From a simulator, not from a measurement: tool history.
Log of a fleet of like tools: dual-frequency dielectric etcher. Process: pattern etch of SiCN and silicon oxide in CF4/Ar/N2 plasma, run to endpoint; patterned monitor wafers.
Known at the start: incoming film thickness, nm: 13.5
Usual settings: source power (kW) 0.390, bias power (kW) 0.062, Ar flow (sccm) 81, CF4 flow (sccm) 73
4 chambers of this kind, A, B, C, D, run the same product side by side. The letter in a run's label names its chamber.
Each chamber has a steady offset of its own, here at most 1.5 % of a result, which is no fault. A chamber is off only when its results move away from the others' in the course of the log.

run     day  source power (kW)  bias power (kW)  Ar flow (sccm)  CF4 flow (sccm)  hours since the last wet clean  hours since the last source power generator calibration  hours since the last bias power generator calibration  hours since the last Ar flow controller change  hours since the last CF4 flow controller change  endpoint time (s)
 1C   0.404              0.390            0.062              81               73                           210.3                                                   1582.0                                                  912.0                                          3722.0                                            979.4             18.282
 2B   1.000              0.390            0.062              81               73                           278.2                                                    570.6                                                 1857.5                                          2589.4                                             43.8             18.276
 3D   1.458              0.390            0.062              81               73                           383.4                                                   2189.3                                                 2395.5                                          1053.7                                            271.4             17.576
 4A   1.967              0.390            0.062              81               73                           422.8                                                    620.7                                                 1281.6                                            51.6                                            777.6             17.873
 5D   2.592              0.390            0.062              81               73                           410.6                                                   2216.5                                                 2422.7                                          1080.9                                            298.6             17.303
 6C   2.908              0.390            0.062              81               73                           270.4                                                   1642.1                                                  972.1                                          3782.1                                           1039.5             18.201
 7B   3.321              0.390            0.062              81               73                           333.9                                                    626.3                                                 1913.2                                          2645.1                                             99.5             18.070
 8A   3.817              0.390            0.062              81               73                           467.2                                                    665.1                                                 1326.0                                            96.0                                            822.0             17.938
 9D   4.429              0.390            0.062              81               73                           454.7                                                   2260.6                                                 2466.8                                          1125.0                                            342.7             17.591
10C   5.075              0.390            0.062              81               73                           322.4                                                   1694.1                                                 1024.1                                          3834.1                                           1091.5             17.993
11A   5.483              0.390            0.062              96               83                           507.2                                                    705.1                                                 1366.0                                           136.0                                            862.0             18.155
12B   5.879              0.390            0.062              96               83                           395.3                                                    687.7                                                 1974.6                                          2706.5                                            160.9             17.887
13A   6.200              0.390            0.062              96               83                           524.4                                                    722.3                                                 1383.2                                           153.2                                            879.2             18.316
14D   6.517              0.390            0.062              96               83                           504.8                                                   2310.7                                                 2516.9                                          1175.1                                            392.8             17.464
15B   7.117              0.390            0.062              81               73                           425.0                                                    717.4                                                 2004.3                                          2736.2                                            190.6             17.696
16C   7.462              0.390            0.062              81               73                           379.7                                                   1751.4                                                 1081.4                                          3891.4                                           1148.8             18.325
      7.838  -- chamber C: wet clean of the chamber
17A   7.929              0.390            0.062              81               73                           565.9                                                    763.8                                                 1424.7                                           194.7                                            920.7             17.791
18D   8.583              0.390            0.062              81               73                           554.4                                                   2360.3                                                 2566.5                                          1224.7                                            442.4             17.187
19B   9.071              0.390            0.072              81               73                           471.9                                                    764.3                                                 2051.2                                          2783.1                                            237.5             17.046
20C   9.375              0.390            0.072              81               73                            36.9                                                   1797.3                                                 1127.3                                          3937.3                                           1194.7             17.251
21C   9.962              0.390            0.072              81               73                            51.0                                                   1811.4                                                 1141.4                                          3951.4                                           1208.8             17.461
22B  10.354              0.390            0.072              81               73                           502.7                                                    795.1                                                 2082.0                                          2813.9                                            268.3             17.025
23A  10.954              0.390            0.062              81               73                           638.5                                                    836.4                                                 1497.3                                           267.3                                            993.3             18.056
24D  11.379              0.390            0.062              81               73                           621.5                                                   2427.4                                                 2633.6                                          1291.8                                            509.5             17.217
25D  11.804              0.390            0.062              81               73                           631.7                                                   2437.6                                                 2643.8                                          1302.0                                            519.7             17.280
     12.042  -- chamber C: source power generator calibrated
26C  12.379              0.490            0.062              81               61                           109.0                                                      8.2                                                 1199.4                                          4009.4                                           1266.8             15.087
     12.646  -- chamber A: wet clean of the chamber
27A  12.958              0.490            0.062              81               61                             7.5                                                    884.5                                                 1545.4                                           315.4                                           1041.4             15.050
28B  13.250              0.490            0.062              81               61                           572.2                                                    864.6                                                 2151.5                                          2883.4                                            337.8             14.936
29D  13.704              0.490            0.062              81               61                           677.3                                                   2483.2                                                 2689.4                                          1347.6                                            565.3             14.475
30B  14.354              0.390            0.062              81               73                           598.7                                                    891.1                                                 2178.0                                          2909.9                                            364.3             18.243

All 4 chambers run these settings next. Forecast each chamber's results:
31A  14.833              0.390            0.070              81               73                                                                                                                                                                                                                                                                   ?
31B  14.833              0.390            0.070              81               73                                                                                                                                                                                                                                                                   ?
31C  14.833              0.390            0.070              81               73                                                                                                                                                                                                                                                                   ?
31D  14.833              0.390            0.070              81               73                                                                                                                                                                                                                                                                   ?

run  endpoint time (s)
31A             17.612
31B             17.311
31C             17.495
31D             16.258

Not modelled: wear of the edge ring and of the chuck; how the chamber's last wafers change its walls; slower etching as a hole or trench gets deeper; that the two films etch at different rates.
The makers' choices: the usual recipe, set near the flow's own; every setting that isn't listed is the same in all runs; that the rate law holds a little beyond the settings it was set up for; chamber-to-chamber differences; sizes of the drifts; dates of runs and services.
